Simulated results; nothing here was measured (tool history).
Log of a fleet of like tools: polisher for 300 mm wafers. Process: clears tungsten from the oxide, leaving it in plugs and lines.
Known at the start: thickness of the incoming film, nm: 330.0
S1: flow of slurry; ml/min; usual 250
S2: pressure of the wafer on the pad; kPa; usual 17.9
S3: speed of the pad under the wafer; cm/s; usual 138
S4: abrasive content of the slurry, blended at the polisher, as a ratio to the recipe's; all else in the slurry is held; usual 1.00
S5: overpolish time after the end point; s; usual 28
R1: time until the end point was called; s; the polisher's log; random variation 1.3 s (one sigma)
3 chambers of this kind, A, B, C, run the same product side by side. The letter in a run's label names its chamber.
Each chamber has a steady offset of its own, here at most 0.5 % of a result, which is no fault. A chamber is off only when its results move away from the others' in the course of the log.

run,hour,S1,S2,S3,S4,S5,R1
# hour 1.6: chamber A: head pressure recalibrated
1A,7.1,250,17.9,138,1.00,28,69.084
# hour 11.0: chamber C: slurry tank refilled with fresh slurry and peroxide
# hour 15.0: chamber C: slurry blender recalibrated
2C,17.8,250,17.9,138,1.00,28,66.178
# hour 22.1: chamber C: worn pad replaced by a new one
3B,26.2,250,17.9,138,1.00,28,66.778
# hour 36.8: chamber B: slurry blender recalibrated
4A,39.1,250,17.9,138,1.00,28,66.810
5B,46.1,250,17.9,138,0.85,41,67.438
# hour 52.0: chamber A: worn pad replaced by a new one
# hour 53.5: chamber A: slurry blender recalibrated
# hour 54.1: chamber B: worn pad replaced by a new one
6C,56.7,250,17.9,138,0.85,41,69.377
7C,63.2,250,17.9,138,0.85,41,71.071
8A,68.9,250,12.4,94,1.00,28,140.790
9B,79.4,250,12.4,94,1.00,28,142.030
# hour 88.9: chamber B: slurry tank refilled with fresh slurry and peroxide
# hour 89.8: chamber C: worn pad replaced by a new one
10B,90.7,250,12.4,94,1.00,28,141.540
11C,102.4,250,17.9,138,1.00,28,66.583
12A,114.0,250,17.9,138,1.00,28,69.384
13B,120.5,250,17.9,138,1.00,28,68.804
# hour 121.7: chamber A: worn pad replaced by a new one
# hour 122.1: chamber C: slurry blender recalibrated
14A,129.6,215,17.9,92,1.00,28,108.210
# hour 140.4: chamber A: slurry nozzle cleaned
15C,142.1,215,17.9,92,1.00,28,105.080
# hour 143.7: chamber B: worn pad replaced by a new one
# hour 147.5: chamber B: slurry blender recalibrated
16A,152.5,215,17.9,92,1.00,28,106.110
# hour 155.7: chamber C: worn pad replaced by a new one
17C,158.6,250,17.9,138,1.00,28,67.907
18B,169.2,250,17.9,138,1.00,28,66.919
# hour 174.4: chamber C: slurry tank refilled with fresh slurry and peroxide
19B,174.9,250,17.9,138,1.00,28,67.153
20C,184.8,250,17.9,138,1.00,40,66.098
21A,196.4,250,17.9,138,1.00,40,73.727
# hour 198.7: chamber A: worn pad replaced by a new one
# hour 203.6: chamber B: slurry tank refilled with fresh slurry and peroxide
# hour 204.8: chamber A: slurry blender recalibrated
22A,207.5,250,17.9,138,1.00,40,72.374
23C,219.1,250,17.9,138,1.00,28,68.934
24B,226.6,250,17.9,138,1.00,28,69.833
# hour 226.9: chamber C: worn pad replaced by a new one
# hour 234.9: chamber B: head pressure recalibrated
25A,235.2,250,17.9,138,1.00,17,77.201
# hour 243.0: chamber C: slurry blender recalibrated
26C,243.1,250,17.9,138,1.00,17,67.419
# hour 246.0: chamber B: worn pad replaced by a new one
27B,249.2,250,17.9,138,1.00,17,67.231
28B,258.6,250,17.9,138,1.00,28,67.727
# hour 259.8: chamber B: slurry blender recalibrated
# hour 267.3: chamber A: worn pad replaced by a new one
29A,268.1,320,17.9,138,1.00,28,74.490
30C,275.5,320,17.9,138,1.00,28,68.967
31A,284.4,320,17.9,138,1.00,28,78.947
32C,297.1,310,17.9,138,1.00,28,63.478
# hour 298.6: chamber B: slurry nozzle cleaned
# hour 301.1: chamber C: worn pad replaced by a new one
33B,306.0,310,17.9,138,1.00,28,64.250
# hour 306.4: chamber B: slurry tank refilled with fresh slurry and peroxide
# hour 311.8: chamber C: slurry nozzle cleaned
34C,316.3,310,17.9,138,1.00,28,65.697
35A,324.3,250,17.9,138,1.00,28,85.117
# hour 335.0: chamber C: slurry tank refilled with fresh slurry and peroxide
36B,336.0,250,17.9,138,1.00,28,68.004
# hour 346.5: chamber A: worn pad replaced by a new one
37C,347.6,250,17.9,110,1.30,28,79.503
38B,356.4,250,17.9,110,1.30,28,79.639
# hour 363.2: chamber A: slurry blender recalibrated
39A,364.7,250,17.9,110,1.30,28,108.520

What goes on in this fleet: one chamber off, a drifting gauge, or nothing beyond the chambers' own small offsets? Name the chamber and the cause, if any.

Chamber A drifts away from the others.
Cause: peroxide lost from the slurry, % = 47.2.

Here are 4 candidates for chamber A's next run, each the usual settings with a change, their results left as question marks. Which one brings its results back in line with what the others give on the usual settings?
In line means no further than this from the other chambers' mean on the usual settings: R1 4.400 s
40A-1,374.0,250,17.9,108,1.00,28,?
40A-2,374.0,250,17.9,138,1.40,28,?
40A-3,374.0,260,22.8,138,1.05,28,?
40A-4,374.0,245,16.5,138,1.00,28,?

The other chambers' mean on the usual settings: R1 67.625 s
run,R1
40A-1,113.550
40A-2,81.815
40A-3,68.964
40A-4,96.249
40A-3 brings the chamber back in line.

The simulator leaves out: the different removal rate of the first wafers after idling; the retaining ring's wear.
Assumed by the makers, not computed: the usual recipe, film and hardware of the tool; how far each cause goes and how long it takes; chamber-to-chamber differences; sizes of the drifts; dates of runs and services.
